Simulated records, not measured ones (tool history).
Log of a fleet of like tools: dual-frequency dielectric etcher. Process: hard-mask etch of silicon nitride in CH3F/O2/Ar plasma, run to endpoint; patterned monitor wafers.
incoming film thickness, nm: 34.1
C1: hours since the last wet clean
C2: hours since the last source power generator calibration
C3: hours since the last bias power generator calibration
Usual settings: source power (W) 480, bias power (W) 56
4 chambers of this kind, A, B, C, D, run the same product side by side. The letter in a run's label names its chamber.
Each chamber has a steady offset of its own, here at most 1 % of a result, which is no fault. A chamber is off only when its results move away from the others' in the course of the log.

run 1B hour=6.4 | source_power_(W)=480 bias_power_(W)=56 | C1=245.1 C2=10.8 C3=1803.2 | endpoint_time_(s)=50.159
run 2C hour=13.0 | source_power_(W)=480 bias_power_(W)=56 | C1=216.9 C2=2510.1 C3=1638.7 | endpoint_time_(s)=49.819
run 3A hour=16.8 | source_power_(W)=480 bias_power_(W)=56 | C1=418.4 C2=301.4 C3=2556.4 | endpoint_time_(s)=49.730
run 4D hour=21.2 | source_power_(W)=480 bias_power_(W)=56 | C1=476.3 C2=438.8 C3=1269.9 | endpoint_time_(s)=49.682
run 5D hour=26.6 | source_power_(W)=420 bias_power_(W)=62 | C1=481.7 C2=444.2 C3=1275.3 | endpoint_time_(s)=50.784
run 6A hour=34.7 | source_power_(W)=420 bias_power_(W)=62 | C1=436.3 C2=319.3 C3=2574.3 | endpoint_time_(s)=50.726
run 7C hour=39.1 | source_power_(W)=420 bias_power_(W)=62 | C1=243.0 C2=2536.2 C3=1664.8 | endpoint_time_(s)=51.240
run 8B hour=44.7 | source_power_(W)=420 bias_power_(W)=62 | C1=283.4 C2=49.1 C3=1841.5 | endpoint_time_(s)=51.675
run 9B hour=51.9 | source_power_(W)=480 bias_power_(W)=66 | C1=290.6 C2=56.3 C3=1848.7 | endpoint_time_(s)=47.852
run 10D hour=58.2 | source_power_(W)=480 bias_power_(W)=66 | C1=513.3 C2=475.8 C3=1306.9 | endpoint_time_(s)=47.770
-- hour=62.9 chamber A: wet clean of the chamber
run 11C hour=64.7 | source_power_(W)=480 bias_power_(W)=66 | C1=268.6 C2=2561.8 C3=1690.4 | endpoint_time_(s)=47.665
run 12A hour=71.6 | source_power_(W)=480 bias_power_(W)=66 | C1=8.7 C2=356.2 C3=2611.2 | endpoint_time_(s)=47.512
run 13B hour=76.4 | source_power_(W)=480 bias_power_(W)=56 | C1=315.1 C2=80.8 C3=1873.2 | endpoint_time_(s)=50.891
run 14A hour=82.9 | source_power_(W)=480 bias_power_(W)=56 | C1=20.0 C2=367.5 C3=2622.5 | endpoint_time_(s)=49.786
run 15D hour=90.9 | source_power_(W)=480 bias_power_(W)=56 | C1=546.0 C2=508.5 C3=1339.6 | endpoint_time_(s)=49.820
run 16C hour=98.6 | source_power_(W)=480 bias_power_(W)=56 | C1=302.5 C2=2595.7 C3=1724.3 | endpoint_time_(s)=50.293
run 17A hour=103.8 | source_power_(W)=480 bias_power_(W)=56 | C1=40.9 C2=388.4 C3=2643.4 | endpoint_time_(s)=50.162
run 18B hour=110.5 | source_power_(W)=570 bias_power_(W)=64 | C1=349.2 C2=114.9 C3=1907.3 | endpoint_time_(s)=45.706
run 19D hour=115.7 | source_power_(W)=570 bias_power_(W)=64 | C1=570.8 C2=533.3 C3=1364.4 | endpoint_time_(s)=44.780
run 20C hour=123.1 | source_power_(W)=570 bias_power_(W)=64 | C1=327.0 C2=2620.2 C3=1748.8 | endpoint_time_(s)=45.599
run 21B hour=127.1 | source_power_(W)=570 bias_power_(W)=64 | C1=365.8 C2=131.5 C3=1923.9 | endpoint_time_(s)=46.178
run 22A hour=133.8 | source_power_(W)=480 bias_power_(W)=56 | C1=70.9 C2=418.4 C3=2673.4 | endpoint_time_(s)=49.973
run 23C hour=139.2 | source_power_(W)=480 bias_power_(W)=56 | C1=343.1 C2=2636.3 C3=1764.9 | endpoint_time_(s)=50.245
run 24D hour=144.3 | source_power_(W)=480 bias_power_(W)=69 | C1=599.4 C2=561.9 C3=1393.0 | endpoint_time_(s)=47.048
run 25C hour=151.2 | source_power_(W)=480 bias_power_(W)=69 | C1=355.1 C2=2648.3 C3=1776.9 | endpoint_time_(s)=46.809
-- hour=152.3 chamber D: wet clean of the chamber
run 26D hour=158.1 | source_power_(W)=480 bias_power_(W)=69 | C1=5.8 C2=575.7 C3=1406.8 | endpoint_time_(s)=46.673
run 27A hour=162.1 | source_power_(W)=480 bias_power_(W)=69 | C1=99.2 C2=446.7 C3=2701.7 | endpoint_time_(s)=46.806
run 28B hour=166.9 | source_power_(W)=480 bias_power_(W)=56 | C1=405.6 C2=171.3 C3=1963.7 | endpoint_time_(s)=52.306
run 29C hour=172.5 | source_power_(W)=480 bias_power_(W)=56 | C1=376.4 C2=2669.6 C3=1798.2 | endpoint_time_(s)=50.308
run 30D hour=177.5 | source_power_(W)=480 bias_power_(W)=56 | C1=25.2 C2=595.1 C3=1426.2 | endpoint_time_(s)=50.244
run 31B hour=184.6 | source_power_(W)=480 bias_power_(W)=56 | C1=423.3 C2=189.0 C3=1981.4 | endpoint_time_(s)=52.174
run 32A hour=191.5 | source_power_(W)=480 bias_power_(W)=56 | C1=128.6 C2=476.1 C3=2731.1 | endpoint_time_(s)=50.160
run 33D hour=198.5 | source_power_(W)=480 bias_power_(W)=56 | C1=46.2 C2=616.1 C3=1447.2 | endpoint_time_(s)=49.827
run 34A hour=204.5 | source_power_(W)=480 bias_power_(W)=56 | C1=141.6 C2=489.1 C3=2744.1 | endpoint_time_(s)=49.958
run 35C hour=212.3 | source_power_(W)=480 bias_power_(W)=56 | C1=416.2 C2=2709.4 C3=1838.0 | endpoint_time_(s)=50.245
run 36B hour=219.4 | source_power_(W)=480 bias_power_(W)=56 | C1=458.1 C2=223.8 C3=2016.2 | endpoint_time_(s)=52.739
run 37D hour=225.0 | source_power_(W)=480 bias_power_(W)=56 | C1=72.7 C2=642.6 C3=1473.7 | endpoint_time_(s)=49.852

Is one chamber off against the others, does the gauge drift, or is nothing wrong? If a chamber is off, say which, and what the likeliest cause is.

Chamber B drifts away from the others.
Cause: etch rate under this chamber's usual, % = 4.78.

Here are 4 candidates for chamber B's next run, each the usual settings with a change, their results left as question marks. Which one brings its results back in line with what the others give on the usual settings?
In line means no further than this from the other chambers' mean on the usual settings: endpoint time (s) 0.850
run 38B-1 hour=230.8 | source_power_(W)=440 bias_power_(W)=52 | endpoint_time_(s)=?
run 38B-2 hour=230.8 | source_power_(W)=410 bias_power_(W)=49 | endpoint_time_(s)=?
run 38B-3 hour=230.8 | source_power_(W)=560 bias_power_(W)=64 | endpoint_time_(s)=?
run 38B-4 hour=230.8 | source_power_(W)=520 bias_power_(W)=60 | endpoint_time_(s)=?

The other chambers' mean on the usual settings: endpoint time (s) 50.092
run=38B-1 endpoint_time_(s)=55.948
run=38B-2 endpoint_time_(s)=58.601
run=38B-3 endpoint_time_(s)=47.651
run=38B-4 endpoint_time_(s)=50.079
38B-4 brings the chamber back in line.
